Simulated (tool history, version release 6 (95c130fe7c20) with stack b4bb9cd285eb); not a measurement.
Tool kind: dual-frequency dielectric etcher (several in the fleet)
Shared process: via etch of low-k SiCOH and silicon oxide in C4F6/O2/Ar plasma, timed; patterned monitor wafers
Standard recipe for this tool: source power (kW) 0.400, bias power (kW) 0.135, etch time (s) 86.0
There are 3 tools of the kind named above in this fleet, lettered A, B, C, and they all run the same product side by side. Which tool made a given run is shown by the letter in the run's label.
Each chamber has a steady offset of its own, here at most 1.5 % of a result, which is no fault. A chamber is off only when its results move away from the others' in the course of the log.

run	hour	source power (kW)	bias power (kW)	etch time (s)	read-back reference wafer on the same gauge, depth_nm	mean etch depth across the wafer (angstrom)
1A	8.0	0.400	0.135	86.0	231.01	2201.7
2B	14.0	0.400	0.135	86.0	231.00	2184.9
3C	22.6	0.400	0.135	86.0	230.86	2210.0
4C	28.7	0.400	0.135	86.0	231.06	2202.9
5A	36.0	0.400	0.135	86.0	230.89	2204.1
6B	43.2	0.400	0.135	86.0	231.01	2178.1
7C	51.7	0.400	0.135	86.0	230.97	2203.0
8B	58.3	0.400	0.135	86.0	230.85	2182.2
9A	64.3	0.400	0.135	86.0	231.01	2208.0
# hour 72.4: chamber B: wet clean of the chamber
10C	72.8	0.400	0.135	86.0	230.98	2192.9
11B	81.5	0.400	0.135	86.0	230.92	2175.1
12A	86.5	0.400	0.135	86.0	230.97	2202.4
13A	91.5	0.400	0.135	86.0	230.80	2197.4
14B	99.3	0.400	0.135	86.0	230.98	2173.5
15C	104.2	0.400	0.135	86.0	230.99	2205.9
16A	113.3	0.400	0.135	86.0	230.89	2202.5
# hour 119.2: chamber A: wet clean of the chamber
17C	119.5	0.400	0.135	86.0	230.87	2210.7
18B	127.5	0.400	0.135	86.0	230.95	2181.3
19C	134.7	0.400	0.135	86.0	231.02	2200.7
20B	144.1	0.400	0.135	86.0	230.88	2179.8
21A	152.6	0.360	0.120	86.0	231.03	2088.6
# hour 158.5: chamber C: wet clean of the chamber
22C	159.1	0.360	0.120	86.0	230.96	2036.0
23B	166.4	0.360	0.120	86.0	230.88	2022.1
24A	174.6	0.400	0.135	86.0	231.02	2251.1
25B	184.2	0.400	0.135	86.0	230.91	2184.2
26A	189.6	0.400	0.135	86.0	231.04	2253.3
27C	199.3	0.400	0.135	86.0	231.00	2207.4

Read the log: is a single chamber off, either drifting away or since a service, is the gauge that measures every chamber drifting, or is nothing wrong beyond small per-chamber offsets? Name any odd chamber and what most likely caused it.

A service left chamber A off against the others.
Most likely cause: etch rate over this chamber's usual, % = 2.28.

Below are 4 candidate recipes for chamber A's next run, each the usual settings with a change, their results shown as question marks. Which of them brings A's results back in line with what the other chambers give on the usual settings?
In line means no further than this from the other chambers' mean on the usual settings: mean etch depth across the wafer (angstrom) 18.0
28A-1	206.3	0.400	0.135	88.5		?
28A-2	206.3	0.400	0.135	87.0		?
28A-3	206.3	0.400	0.134	84.0		?
28A-4	206.3	0.390	0.133	86.0		?

The other chambers' mean on the usual settings: mean etch depth across the wafer (angstrom) 2191.9
run	mean etch depth across the wafer (angstrom)
28A-1	2318.6
28A-2	2279.3
28A-3	2195.9
28A-4	2220.6
28A-3 brings the chamber back in line.
